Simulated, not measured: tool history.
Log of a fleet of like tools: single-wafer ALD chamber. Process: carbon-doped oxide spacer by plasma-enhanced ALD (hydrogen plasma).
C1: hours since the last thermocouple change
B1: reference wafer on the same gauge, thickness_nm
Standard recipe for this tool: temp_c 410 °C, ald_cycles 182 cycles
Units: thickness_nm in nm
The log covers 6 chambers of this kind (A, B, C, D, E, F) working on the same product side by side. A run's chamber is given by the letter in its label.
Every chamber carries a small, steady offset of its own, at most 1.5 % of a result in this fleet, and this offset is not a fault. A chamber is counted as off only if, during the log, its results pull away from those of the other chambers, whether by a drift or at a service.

{"run": "1F", "day": 0.296, "temp_c": 410, "ald_cycles": 182, "C1": 2182.7, "B1": 10.192, "thickness_nm": 8.831}
{"run": "2C", "day": 0.55, "temp_c": 410, "ald_cycles": 182, "C1": 340.9, "B1": 10.192, "thickness_nm": 8.7966}
{"run": "3D", "day": 0.704, "temp_c": 410, "ald_cycles": 182, "C1": 1727.7, "B1": 10.197, "thickness_nm": 8.7331}
{"run": "4A", "day": 1.008, "temp_c": 410, "ald_cycles": 182, "C1": 149.4, "B1": 10.194, "thickness_nm": 8.9015}
{"run": "5B", "day": 1.204, "temp_c": 399, "ald_cycles": 182, "C1": 956, "B1": 10.2, "thickness_nm": 9.1486}
{"run": "6E", "day": 1.388, "temp_c": 399, "ald_cycles": 182, "C1": 1032.4, "B1": 10.2, "thickness_nm": 9.1137}
{"run": "7C", "day": 1.625, "temp_c": 399, "ald_cycles": 182, "C1": 366.7, "B1": 10.197, "thickness_nm": 9.0567}
{"run": "8A", "day": 1.892, "temp_c": 399, "ald_cycles": 182, "C1": 170.6, "B1": 10.199, "thickness_nm": 9.1516}
{"run": "9E", "day": 2.083, "temp_c": 399, "ald_cycles": 182, "C1": 1049.1, "B1": 10.203, "thickness_nm": 9.132}
{"run": "10D", "day": 2.246, "temp_c": 399, "ald_cycles": 182, "C1": 1764.7, "B1": 10.206, "thickness_nm": 9.018}
{"run": "11F", "day": 2.458, "temp_c": 410, "ald_cycles": 182, "C1": 2234.6, "B1": 10.203, "thickness_nm": 8.808}
{"run": "12B", "day": 2.692, "temp_c": 410, "ald_cycles": 182, "C1": 991.7, "B1": 10.206, "thickness_nm": 8.8681}
{"run": "13E", "day": 2.908, "temp_c": 410, "ald_cycles": 182, "C1": 1068.9, "B1": 10.208, "thickness_nm": 8.8671}
{"run": "14A", "day": 3.067, "temp_c": 410, "ald_cycles": 182, "C1": 198.8, "B1": 10.204, "thickness_nm": 8.9264}
{"run": "15B", "day": 3.35, "temp_c": 410, "ald_cycles": 182, "C1": 1007.5, "B1": 10.209, "thickness_nm": 8.8745}
{"run": "16C", "day": 3.5, "temp_c": 410, "ald_cycles": 182, "C1": 411.7, "B1": 10.212, "thickness_nm": 8.82}
{"run": "17D", "day": 3.65, "temp_c": 422, "ald_cycles": 150, "C1": 1798.4, "B1": 10.216, "thickness_nm": 6.9647}
{"run": "18F", "day": 3.858, "temp_c": 422, "ald_cycles": 150, "C1": 2268.2, "B1": 10.215, "thickness_nm": 6.9902}
{"run": "19F", "day": 4.017, "temp_c": 422, "ald_cycles": 150, "C1": 2272, "B1": 10.22, "thickness_nm": 7.0014}
{"run": "20E", "day": 4.308, "temp_c": 422, "ald_cycles": 150, "C1": 1102.5, "B1": 10.218, "thickness_nm": 7.057}
{"run": "21B", "day": 4.554, "temp_c": 422, "ald_cycles": 150, "C1": 1036.4, "B1": 10.225, "thickness_nm": 7.0474}
{"run": "22D", "day": 4.762, "temp_c": 422, "ald_cycles": 150, "C1": 1825.1, "B1": 10.222, "thickness_nm": 6.9646}
{"run": "23A", "day": 4.925, "temp_c": 410, "ald_cycles": 182, "C1": 243.4, "B1": 10.22, "thickness_nm": 8.9003}
{"run": "24C", "day": 5.246, "temp_c": 410, "ald_cycles": 182, "C1": 453.6, "B1": 10.23, "thickness_nm": 8.8144}
{"run": "25B", "day": 5.417, "temp_c": 410, "ald_cycles": 182, "C1": 1057.1, "B1": 10.226, "thickness_nm": 8.8995}
{"run": "26F", "day": 5.621, "temp_c": 410, "ald_cycles": 182, "C1": 2310.5, "B1": 10.229, "thickness_nm": 8.8376}
{"run": "27C", "day": 5.821, "temp_c": 410, "ald_cycles": 182, "C1": 467.4, "B1": 10.229, "thickness_nm": 8.8136}
{"run": "28E", "day": 6.025, "temp_c": 410, "ald_cycles": 182, "C1": 1143.7, "B1": 10.226, "thickness_nm": 8.8791}
{"run": "29A", "day": 6.329, "temp_c": 410, "ald_cycles": 182, "C1": 277.1, "B1": 10.233, "thickness_nm": 8.9334}
{"run": "30D", "day": 6.488, "temp_c": 410, "ald_cycles": 182, "C1": 1866.5, "B1": 10.232, "thickness_nm": 8.7886}
{"run": "31B", "day": 6.738, "temp_c": 410, "ald_cycles": 182, "C1": 1088.8, "B1": 10.231, "thickness_nm": 8.9157}
{"run": "32A", "day": 6.904, "temp_c": 410, "ald_cycles": 182, "C1": 290.9, "B1": 10.23, "thickness_nm": 8.9245}
{"run": "33D", "day": 7.121, "temp_c": 410, "ald_cycles": 182, "C1": 1881.7, "B1": 10.241, "thickness_nm": 8.7813}
{"run": "34C", "day": 7.392, "temp_c": 410, "ald_cycles": 182, "C1": 505.1, "B1": 10.245, "thickness_nm": 8.8359}
{"run": "35F", "day": 7.679, "temp_c": 410, "ald_cycles": 182, "C1": 2359.9, "B1": 10.242, "thickness_nm": 8.8889}
{"run": "36E", "day": 7.971, "temp_c": 410, "ald_cycles": 182, "C1": 1190.4, "B1": 10.247, "thickness_nm": 8.8792}
{"run": "37C", "day": 8.258, "temp_c": 410, "ald_cycles": 182, "C1": 525.9, "B1": 10.247, "thickness_nm": 8.8524}
{"run": "38A", "day": 8.521, "temp_c": 410, "ald_cycles": 182, "C1": 329.7, "B1": 10.245, "thickness_nm": 8.9025}
{"run": "39B", "day": 8.692, "temp_c": 410, "ald_cycles": 182, "C1": 1135.7, "B1": 10.247, "thickness_nm": 8.9138}
{"run": "40E", "day": 9.0, "temp_c": 410, "ald_cycles": 182, "C1": 1215.1, "B1": 10.25, "thickness_nm": 8.8877}
{"run": "41F", "day": 9.321, "temp_c": 410, "ald_cycles": 182, "C1": 2399.3, "B1": 10.249, "thickness_nm": 8.8824}
{"run": "42D", "day": 9.617, "temp_c": 402, "ald_cycles": 213, "C1": 1941.6, "B1": 10.255, "thickness_nm": 10.543}
{"run": "43A", "day": 9.817, "temp_c": 402, "ald_cycles": 213, "C1": 360.8, "B1": 10.258, "thickness_nm": 10.726}

Read the log: is a single chamber off, either drifting away or since a service, is the gauge that measures every chamber drifting, or is nothing wrong beyond small per-chamber offsets? Name any odd chamber and what most likely caused it.

No chamber is off; the gauge reading every chamber's wafers drifts, which makes the whole fleet appear to move together.
What lies behind it: gauge reads high (%) = 0.647.
